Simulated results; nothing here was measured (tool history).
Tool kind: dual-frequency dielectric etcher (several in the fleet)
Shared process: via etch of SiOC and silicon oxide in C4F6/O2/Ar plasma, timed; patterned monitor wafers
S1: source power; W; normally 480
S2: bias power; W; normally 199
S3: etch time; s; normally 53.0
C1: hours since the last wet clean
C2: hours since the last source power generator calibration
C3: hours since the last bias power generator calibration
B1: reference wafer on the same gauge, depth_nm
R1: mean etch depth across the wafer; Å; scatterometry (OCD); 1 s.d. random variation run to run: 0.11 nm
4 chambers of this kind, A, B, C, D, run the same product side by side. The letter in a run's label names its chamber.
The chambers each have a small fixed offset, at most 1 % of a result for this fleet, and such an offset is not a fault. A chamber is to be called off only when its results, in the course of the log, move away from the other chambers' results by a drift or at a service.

| run | hour | S1 | S2 | S3 | C1 | C2 | C3 | B1 | R1 |
|---|---|---|---|---|---|---|---|---|---|
| 1C | 10.0 | 480 | 199 | 53.0 | 281.6 | 694.7 | 1611.0 | 75.781 | 657.93 |
| 2B | 19.6 | 480 | 199 | 53.0 | 68.6 | 2772.2 | 98.2 | 75.812 | 658.62 |
| 3A | 33.1 | 480 | 199 | 53.0 | 54.1 | 1031.1 | 1227.3 | 75.833 | 664.80 |
| 4D | 42.6 | 480 | 199 | 53.0 | 228.8 | 1085.3 | 1229.7 | 75.870 | 664.19 |
| 5C | 51.4 | 480 | 199 | 53.0 | 323.0 | 736.1 | 1652.4 | 75.886 | 656.50 |
| 6A | 59.5 | 480 | 199 | 53.0 | 80.5 | 1057.5 | 1253.7 | 75.891 | 666.54 |
| 7D | 69.2 | 480 | 199 | 53.0 | 255.4 | 1111.9 | 1256.3 | 75.888 | 665.22 |
| 8B | 77.0 | 480 | 199 | 53.0 | 126.0 | 2829.6 | 155.6 | 75.915 | 660.51 |
|  | 85.5 | chamber C: wet clean of the chamber |
| 9D | 85.7 | 480 | 199 | 53.0 | 271.9 | 1128.4 | 1272.8 | 75.896 | 665.37 |
| 10C | 92.8 | 480 | 167 | 44.0 | 7.3 | 777.5 | 1693.8 | 75.915 | 516.38 |
| 11B | 100.8 | 480 | 167 | 44.0 | 149.8 | 2853.4 | 179.4 | 75.933 | 518.29 |
| 12A | 110.0 | 480 | 167 | 44.0 | 131.0 | 1108.0 | 1304.2 | 75.925 | 525.14 |
| 13D | 120.5 | 480 | 167 | 44.0 | 306.7 | 1163.2 | 1307.6 | 75.932 | 522.30 |
| 14C | 129.0 | 480 | 199 | 53.0 | 43.5 | 813.7 | 1730.0 | 75.951 | 656.45 |
| 15B | 141.4 | 480 | 199 | 53.0 | 190.4 | 2894.0 | 220.0 | 75.956 | 662.39 |
|  | 142.0 | chamber B: source power generator calibrated |
| 16A | 148.4 | 480 | 199 | 53.0 | 169.4 | 1146.4 | 1342.6 | 76.036 | 667.11 |
| 17A | 157.8 | 480 | 199 | 53.0 | 178.8 | 1155.8 | 1352.0 | 76.003 | 666.61 |
| 18C | 168.4 | 480 | 199 | 53.0 | 82.9 | 853.1 | 1769.4 | 76.029 | 659.50 |
| 19D | 180.5 | 480 | 199 | 53.0 | 366.7 | 1223.2 | 1367.6 | 76.027 | 665.56 |
| 20B | 193.6 | 480 | 199 | 53.0 | 242.6 | 51.7 | 272.2 | 76.045 | 662.04 |
| 21B | 201.6 | 480 | 199 | 53.0 | 250.6 | 59.7 | 280.2 | 76.076 | 661.06 |
| 22D | 208.3 | 480 | 199 | 53.0 | 394.5 | 1251.0 | 1395.4 | 76.098 | 665.01 |
| 23A | 218.0 | 480 | 199 | 53.0 | 239.0 | 1216.0 | 1412.2 | 76.106 | 669.05 |
| 24C | 227.0 | 380 | 199 | 42.5 | 141.5 | 911.7 | 1828.0 | 76.087 | 483.32 |
| 25D | 238.4 | 380 | 199 | 42.5 | 424.6 | 1281.1 | 1425.5 | 76.107 | 487.67 |
| 26A | 244.7 | 380 | 199 | 42.5 | 265.7 | 1242.7 | 1438.9 | 76.111 | 489.14 |
| 27B | 257.2 | 380 | 199 | 42.5 | 306.2 | 115.3 | 335.8 | 76.115 | 486.01 |
| 28C | 270.1 | 480 | 199 | 53.0 | 184.6 | 954.8 | 1871.1 | 76.173 | 660.11 |
| 29D | 281.1 | 480 | 181 | 53.0 | 467.3 | 1323.8 | 1468.2 | 76.152 | 646.70 |
| 30A | 294.4 | 480 | 181 | 53.0 | 315.4 | 1292.4 | 1488.6 | 76.202 | 648.79 |
| 31C | 305.3 | 480 | 181 | 53.0 | 219.8 | 990.0 | 1906.3 | 76.199 | 640.70 |
| 32B | 312.1 | 480 | 181 | 53.0 | 361.1 | 170.2 | 390.7 | 76.186 | 642.57 |
| 33B | 321.0 | 480 | 235 | 43.5 | 370.0 | 179.1 | 399.6 | 76.226 | 575.52 |
| 34C | 333.7 | 480 | 235 | 43.5 | 248.2 | 1018.4 | 1934.7 | 76.238 | 575.20 |
| 35D | 340.4 | 480 | 235 | 43.5 | 526.6 | 1383.1 | 1527.5 | 76.220 | 578.76 |
|  | 342.8 | chamber D: wet clean of the chamber |
| 36A | 352.2 | 480 | 235 | 43.5 | 373.2 | 1350.2 | 1546.4 | 76.278 | 580.16 |
| 37D | 366.1 | 540 | 199 | 42.0 | 23.4 | 1408.8 | 1553.2 | 76.263 | 554.23 |
| 38C | 377.1 | 540 | 199 | 42.0 | 291.6 | 1061.8 | 1978.1 | 76.269 | 550.73 |

Predict what each chamber gives when all 4 of them run the settings below next.
| 39A | 387.0 | 480 | 199 | 60.0 |  |  |  |  | ? |
| 39B | 387.0 | 480 | 199 | 60.0 |  |  |  |  | ? |
| 39C | 387.0 | 480 | 199 | 60.0 |  |  |  |  | ? |
| 39D | 387.0 | 480 | 199 | 60.0 |  |  |  |  | ? |

| run | R1 |
|---|---|
| 39A | 758.00 |
| 39B | 752.51 |
| 39C | 750.30 |
| 39D | 757.91 |
